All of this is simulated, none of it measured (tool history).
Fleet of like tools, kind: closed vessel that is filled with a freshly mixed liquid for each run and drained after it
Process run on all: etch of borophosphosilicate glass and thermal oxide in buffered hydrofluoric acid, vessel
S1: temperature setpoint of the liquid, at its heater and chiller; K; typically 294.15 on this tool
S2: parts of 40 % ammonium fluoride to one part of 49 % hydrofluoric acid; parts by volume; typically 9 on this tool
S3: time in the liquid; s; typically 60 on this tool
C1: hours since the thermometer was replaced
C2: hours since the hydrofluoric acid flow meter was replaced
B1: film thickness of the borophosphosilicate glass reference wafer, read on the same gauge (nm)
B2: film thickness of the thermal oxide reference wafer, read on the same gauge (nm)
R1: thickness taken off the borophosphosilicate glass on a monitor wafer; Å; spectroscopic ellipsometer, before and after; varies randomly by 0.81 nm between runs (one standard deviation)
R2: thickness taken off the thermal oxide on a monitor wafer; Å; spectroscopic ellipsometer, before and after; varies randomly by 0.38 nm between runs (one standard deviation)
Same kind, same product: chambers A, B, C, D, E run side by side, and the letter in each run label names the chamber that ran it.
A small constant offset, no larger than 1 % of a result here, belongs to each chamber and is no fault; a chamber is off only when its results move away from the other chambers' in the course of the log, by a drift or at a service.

| run | hour | S1 | S2 | S3 | C1 | C2 | B1 | B2 | R1 | R2 |
|---|---|---|---|---|---|---|---|---|---|---|
| 1A | 4.5 | 294.15 | 9 | 60 | 177.5 | 947.9 | 50.015 | 90.019 | 1780.9 | 612.61 |
| 2D | 13.2 | 294.15 | 9 | 60 | 1237.6 | 691.6 | 49.971 | 89.987 | 1755.8 | 619.53 |
| 3E | 22.8 | 294.15 | 9 | 60 | 249 | 685.9 | 50.009 | 89.988 | 1745.2 | 616.6 |
| 4C | 27.9 | 294.15 | 9 | 60 | 2492.7 | 1284.5 | 50.038 | 89.98 | 1747.5 | 615.02 |
| 5B | 34.1 | 297.15 | 9 | 60 | 1033.4 | 1039.2 | 50.021 | 89.986 | 2054.5 | 728.11 |
| 6E | 39.2 | 297.15 | 9 | 60 | 265.4 | 702.3 | 50.022 | 90.012 | 2065.2 | 727.32 |
| 7C | 45.9 | 297.15 | 9 | 60 | 2510.7 | 1302.5 | 49.995 | 90.028 | 2056 | 709.52 |
| 8A | 51.6 | 297.15 | 9 | 60 | 224.6 | 995 | 50.01 | 90.015 | 2078.1 | 725.24 |
| 9D | 59.3 | 297.15 | 9 | 60 | 1283.7 | 737.7 | 49.96 | 89.981 | 2071.2 | 734.19 |
| 10B | 64.2 | 294.15 | 9 | 60 | 1063.5 | 1069.3 | 50.003 | 89.997 | 1741.7 | 620.87 |
| 11C | 71.1 | 294.15 | 9 | 60 | 2535.9 | 1327.7 | 49.959 | 90.017 | 1759.1 | 611.53 |
| 12B | 79.7 | 294.15 | 9 | 60 | 1079 | 1084.8 | 50.022 | 89.979 | 1746.4 | 618.68 |
| 13D | 85.7 | 294.15 | 9 | 60 | 1310.1 | 764.1 | 50.001 | 89.986 | 1773 | 619.23 |
| 14E | 95.3 | 294.15 | 9 | 60 | 321.5 | 758.4 | 50.001 | 89.998 | 1735.5 | 615.65 |
| 15A | 104.3 | 294.15 | 9 | 60 | 277.3 | 1047.7 | 50.017 | 89.995 | 1767.6 | 612.92 |
| 16E | 110 | 294.15 | 9 | 60 | 336.2 | 773.1 | 50.026 | 89.96 | 1748.9 | 620.1 |
| 17B | 120 | 294.15 | 9 | 60 | 1119.3 | 1125.1 | 50.04 | 90.005 | 1752.7 | 617.34 |
| 18D | 125.3 | 294.15 | 9 | 60 | 1349.7 | 803.7 | 49.98 | 90.037 | 1763.4 | 615.31 |
| 19C | 133.9 | 294.15 | 9 | 60 | 2598.7 | 1390.5 | 50.037 | 89.975 | 1754.1 | 613.17 |
| 20A | 143.1 | 294.15 | 9 | 60 | 316.1 | 1086.5 | 49.98 | 90.014 | 1785.2 | 611.13 |
| 21C | 152.4 | 294.15 | 9 | 60 | 2617.2 | 1409 | 49.997 | 89.957 | 1757.5 | 613.44 |
| 22B | 160.8 | 294.15 | 9 | 60 | 1160.1 | 1165.9 | 50.004 | 89.981 | 1748.2 | 620.79 |
| 23E | 168.3 | 294.15 | 9 | 60 | 394.5 | 831.4 | 49.987 | 89.976 | 1748.5 | 611.67 |
| 24A | 174.1 | 294.15 | 9 | 60 | 347.1 | 1117.5 | 50.019 | 89.985 | 1776.2 | 607.61 |
| 25D | 182.2 | 294.15 | 9 | 60 | 1406.6 | 860.6 | 49.992 | 89.99 | 1758.2 | 621.53 |
| 26E | 192.6 | 294.15 | 9 | 60 | 418.8 | 855.7 | 50.005 | 89.986 | 1732.6 | 614.77 |
| 27B | 203 | 294.15 | 9 | 60 | 1202.3 | 1208.1 | 49.988 | 89.977 | 1759.8 | 615.53 |
| 28A | 212.9 | 294.15 | 9 | 60 | 385.9 | 1156.3 | 49.988 | 90.012 | 1779.9 | 618.26 |
| 29D | 218.5 | 294.15 | 9 | 60 | 1442.9 | 896.9 | 50.003 | 89.996 | 1752.9 | 619.52 |
| 30C | 224.3 | 294.15 | 11 | 45 | 2689.1 | 1480.9 | 49.999 | 89.986 | 1128.2 | 394.31 |
| 31E | 229.1 | 294.15 | 11 | 45 | 455.3 | 892.2 | 49.986 | 90.009 | 1115 | 393.54 |
| 32B | 234.8 | 294.15 | 11 | 45 | 1234.1 | 1239.9 | 50.013 | 90.006 | 1114 | 395.43 |
| 33C | 239.8 | 294.15 | 11 | 45 | 2704.6 | 1496.4 | 49.962 | 90.028 | 1121.4 | 389.94 |
| 34A | 246 | 294.15 | 11 | 45 | 419 | 1189.4 | 49.998 | 89.967 | 1130 | 391.61 |
| 35D | 252.5 | 294.15 | 9 | 60 | 1476.9 | 930.9 | 50.042 | 90.009 | 1772.3 | 624.83 |
| 36D | 257.1 | 294.15 | 9 | 30 | 1481.5 | 935.5 | 49.968 | 89.981 | 877.87 | 306.86 |
| 37E | 264.5 | 294.15 | 9 | 30 | 490.7 | 927.6 | 50.01 | 90.002 | 871.41 | 305.04 |
| 38B | 272.3 | 294.15 | 9 | 30 | 1271.6 | 1277.4 | 49.973 | 89.965 | 878.46 | 308.53 |
| 39C | 282.5 | 294.15 | 9 | 30 | 2747.3 | 1539.1 | 49.995 | 90.001 | 875.09 | 303.51 |

The same settings go to every chamber for the next run, one line per chamber below. Forecast the results for each:
| 40A | 290 | 290.65 | 9 | 60 |  |  |  |  | ? | ? |
| 40B | 290 | 290.65 | 9 | 60 |  |  |  |  | ? | ? |
| 40C | 290 | 290.65 | 9 | 60 |  |  |  |  | ? | ? |
| 40D | 290 | 290.65 | 9 | 60 |  |  |  |  | ? | ? |
| 40E | 290 | 290.65 | 9 | 60 |  |  |  |  | ? | ? |

| run | R1 | R2 |
|---|---|---|
| 40A | 1456.7 | 501.36 |
| 40B | 1434.6 | 511.88 |
| 40C | 1449.1 | 503.8 |
| 40D | 1455.5 | 512.87 |
| 40E | 1427.8 | 501.37 |
